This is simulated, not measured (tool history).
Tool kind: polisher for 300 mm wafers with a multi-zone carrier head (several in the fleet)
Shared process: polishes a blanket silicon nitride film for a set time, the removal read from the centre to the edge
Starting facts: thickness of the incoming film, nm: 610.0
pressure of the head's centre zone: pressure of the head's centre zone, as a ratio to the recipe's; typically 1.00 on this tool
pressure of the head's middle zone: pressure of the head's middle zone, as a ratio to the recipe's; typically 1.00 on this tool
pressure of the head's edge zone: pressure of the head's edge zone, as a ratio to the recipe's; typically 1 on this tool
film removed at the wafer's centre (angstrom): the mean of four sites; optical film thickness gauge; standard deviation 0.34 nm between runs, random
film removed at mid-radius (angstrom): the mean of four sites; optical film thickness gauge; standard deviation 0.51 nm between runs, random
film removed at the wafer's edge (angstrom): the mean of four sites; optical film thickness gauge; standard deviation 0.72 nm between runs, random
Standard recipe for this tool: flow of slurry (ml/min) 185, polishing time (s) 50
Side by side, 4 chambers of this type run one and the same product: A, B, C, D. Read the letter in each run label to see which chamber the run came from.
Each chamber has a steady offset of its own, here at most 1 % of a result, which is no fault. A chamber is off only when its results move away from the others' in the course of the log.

run     day  flow of slurry (ml/min)  pressure of the head's centre zone  pressure of the head's middle zone  pressure of the head's edge zone  polishing time (s)  wafers polished on this pad  hours since the slurry nozzle was cleaned  hours since the centre zone pressure was calibrated  hours since the edge zone pressure was calibrated  film removed at the wafer's centre (angstrom)  film removed at mid-radius (angstrom)  film removed at the wafer's edge (angstrom)
 1D   0.329                      185                                1.00                                1.00                                 1                  50                          404                                      317.8                                               1369.0                                              166.7                                         522.73                                 520.76                                       525.43
 2A   0.596                      185                                1.00                                1.00                                 1                  50                          341                                      192.0                                                583.5                                              589.8                                         520.10                                 516.29                                       526.84
 3C   1.000                      185                                1.00                                1.00                                 1                  50                          474                                       29.8                                                 74.9                                              572.1                                         520.42                                 516.76                                       513.31
      1.004  -- chamber B: slurry nozzle cleaned
 4B   1.454                      185                                1.00                                1.00                                 1                  50                          547                                       10.9                                                295.4                                              332.7                                         520.21                                 519.48                                       522.41
 5C   1.750                      185                                1.00                                1.00                                 1                  50                          589                                       47.8                                                 92.9                                              590.1                                         521.81                                 522.40                                       516.49
 6D   2.300                      185                                1.00                                1.00                                 1                  50                          707                                      365.1                                               1416.3                                              214.0                                         518.97                                 525.37                                       522.95
 7B   2.662                      185                                1.00                                1.00                                 1                  50                          733                                       39.9                                                324.4                                              361.7                                         521.16                                 520.61                                       514.79
 8A   2.938                      185                                1.00                                1.00                                 1                  50                          701                                      248.2                                                639.7                                              646.0                                         512.30                                 508.08                                       524.85
      3.229  -- chamber C: worn pad replaced by a new one
 9D   3.346                      185                                1.00                                1.00                                 1                  50                          868                                      390.2                                               1441.4                                              239.1                                         515.90                                 527.61                                       520.70
10C   3.725                      185                                0.93                                1.00                                 1                  50                           76                                       95.2                                                140.3                                              637.5                                         484.48                                 518.72                                       519.39
11A   3.996                      185                                0.93                                1.00                                 1                  50                          864                                      273.6                                                665.1                                              671.4                                         474.70                                 509.33                                       526.45
      4.304  -- chamber D: centre zone pressure recalibrated
12B   4.338                      185                                0.93                                1.00                                 1                  50                          991                                       80.1                                                364.6                                              401.9                                         482.35                                 526.79                                       526.10
      4.700  -- chamber B: worn pad replaced by a new one
13A   4.900                      185                                0.93                                1.00                                 1                  50                         1003                                      295.3                                                686.8                                              693.1                                         481.12                                 523.09                                       521.85
14D   5.312                      185                                1.00                                1.00                                 1                  50                         1171                                      437.4                                                 24.2                                              286.3                                         513.85                                 524.54                                       511.55
      5.450  -- chamber D: worn pad replaced by a new one
15C   5.729                      185                                1.00                                1.00                                 1                  50                          384                                      143.3                                                188.4                                              685.6                                         520.78                                 518.08                                       521.42
      5.867  -- chamber A: worn pad replaced by a new one
16B   6.021                      185                                1.00                                1.00                                 1                  50                          203                                      120.5                                                405.0                                              442.3                                         525.79                                 520.42                                       536.32
17D   6.575                      185                                1.00                                1.00                                 1                  50                          173                                      467.7                                                 54.5                                              316.6                                         521.15                                 513.96                                       513.10
18A   6.996                      185                                1.00                                1.00                                 1                  50                          174                                      345.6                                                737.1                                              743.4                                         516.57                                 516.41                                       508.38
19C   7.254                      185                                1.00                                1.00                                 1                  50                          619                                      179.9                                                225.0                                              722.2                                         522.55                                 507.98                                       518.24
20B   7.596                      185                                1.00                                0.89                                 1                  56                          445                                      158.3                                                442.8                                              480.1                                         587.89                                 523.64                                       566.93
21C   8.171                      185                                1.00                                0.89                                 1                  56                          760                                      201.9                                                247.0                                              744.2                                         579.39                                 516.23                                       579.05
      8.738  -- chamber A: centre zone pressure recalibrated
22B   8.750                      185                                1.00                                0.89                                 1                  56                          623                                      186.0                                                470.5                                              507.8                                         584.53                                 529.69                                       597.08
23D   9.083                      185                                1.00                                0.89                                 1                  56                          559                                      527.9                                                114.7                                              376.8                                         576.65                                 525.54                                       601.22
24A   9.571                      185                                1.00                                1.00                                 1                  50                          570                                      407.4                                                 20.0                                              805.2                                         562.12                                 514.18                                       513.79
      9.775  -- chamber C: worn pad replaced by a new one
25B  10.083                      185                                1.00                                0.96                                 1                  50                          828                                      218.0                                                502.5                                              539.8                                         519.02                                 500.45                                       523.03
26C  10.629                      185                                1.00                                0.96                                 1                  50                          131                                      260.9                                                306.0                                              803.2                                         518.36                                 490.31                                       509.40
     10.812  -- chamber B: centre zone pressure recalibrated
27D  11.017                      185                                1.00                                0.96                                 1                  50                          856                                      574.3                                                161.1                                              423.2                                         519.81                                 501.86                                       521.06
28A  11.371                      185                                1.00                                0.96                                 1                  50                          847                                      450.6                                                 63.2                                              848.4                                         557.27                                 497.38                                       539.37
     11.458  -- chamber D: slurry nozzle cleaned
29C  11.896                      185                                1.00                                1.00                                 1                  50                          326                                      291.3                                                336.4                                              833.6                                         518.55                                 511.93                                       523.70
30A  12.171                      185                                1.00                                1.00                                 1                  44                          970                                      469.8                                                 82.4                                              867.6                                         496.42                                 464.67                                       462.47
     12.583  -- chamber B: worn pad replaced by a new one
31D  12.633                      185                                1.00                                1.00                                 1                  44                         1105                                       28.3                                                199.9                                              462.0                                         461.52                                 457.37                                       447.87
     12.950  -- chamber A: worn pad replaced by a new one
32B  13.204                      185                                1.00                                1.00                                 1                  44                           95                                      292.9                                                 57.4                                              614.7                                         455.50                                 464.77                                       454.46
33B  13.479                      185                                1.00                                1.00                                 1                  44                          138                                      299.5                                                 64.0                                              621.3                                         461.88                                 462.14                                       458.50
34A  13.821                      185                                1.00                                1.00                                 1                  50                          134                                      509.4                                                122.0                                              907.2                                         559.06                                 518.55                                       529.09
     13.946  -- chamber D: worn pad replaced by a new one
35C  14.217                      185                                1.00                                1.00                                 1                  50                          683                                      347.0                                                392.1                                              889.3                                         522.12                                 507.76                                       522.62
36D  14.667                      185                                1.00                                1.00                                 1                  60                          111                                       77.1                                                248.7                                              510.8                                         617.31                                 625.76                                       641.96
37B  15.004                      185                                1.00                                1.00                                 1                  60                          372                                      336.1                                                100.6                                              657.9                                         624.33                                 627.04                                       633.23
38A  15.525                      185                                1.00                                1.00                                 1                  60                          396                                      550.3                                                162.9                                              948.1                                         677.61                                 617.39                                       627.36
39D  16.054                      185                                1.00                                1.00                                 1                  60                          324                                      110.4                                                282.0                                              544.1                                         620.12                                 619.06                                       610.58
40C  16.396                      185                                1.00                                1.00                                 1                  50                         1019                                      399.3                                                444.4                                              941.6                                         525.25                                 515.46                                       528.37
41C  16.662                      185                                1.00                                1.00                                 1                  50                         1060                                      405.7                                                450.8                                              948.0                                         520.26                                 510.21                                       517.16
42D  17.054                      185                                1.00                                1.00                                 1                  50                          478                                      134.4                                                306.0                                              568.1                                         525.55                                 519.48                                       515.96

One chamber off, gauge drift, or nothing amiss beyond the chambers' own small offsets? If it is a chamber, which one, and what is the likeliest cause?

Chamber A has stood off from the others ever since a service on it.
Most likely cause: centre zone's pressure above its setpoint, % = 8.53.

Chamber A could run next with any of the 4 candidate recipes listed below; each alters the usual settings, and their results appear as question marks. Which one brings its results back in line with what the other chambers deliver on the usual settings?
Allowed miss from the other chambers' usual-settings mean, per result, to count as in line: film removed at the wafer's centre (angstrom) 12.00; film removed at mid-radius (angstrom) 18.00; film removed at the wafer's edge (angstrom) 25.00
43A-1  17.467                      180                                0.91                                1.03                              1.03                  49                                                                                                                                                                                                                              ?                                      ?                                            ?
43A-2  17.467                      190                                1.07                                0.98                              0.98                  50                                                                                                                                                                                                                              ?                                      ?                                            ?
43A-3  17.467                      190                                1.10                                0.97                              0.97                  51                                                                                                                                                                                                                              ?                                      ?                                            ?
43A-4  17.467                      180                                0.94                                1.02                              1.02                  50                                                                                                                                                                                                                              ?                                      ?                                            ?

On the usual settings, the other chambers give on average: film removed at the wafer's centre (angstrom) 521.02; film removed at mid-radius (angstrom) 518.23; film removed at the wafer's edge (angstrom) 519.96
  run  film removed at the wafer's centre (angstrom)  film removed at mid-radius (angstrom)  film removed at the wafer's edge (angstrom)
43A-1                                         496.75                                 518.38                                       520.07
43A-2                                         608.79                                 509.13                                       520.37
43A-3                                         639.53                                 514.37                                       528.00
43A-4                                         524.93                                 524.15                                       527.99
The answer is 43A-4, which returns the chamber to within the allowed miss of the others.

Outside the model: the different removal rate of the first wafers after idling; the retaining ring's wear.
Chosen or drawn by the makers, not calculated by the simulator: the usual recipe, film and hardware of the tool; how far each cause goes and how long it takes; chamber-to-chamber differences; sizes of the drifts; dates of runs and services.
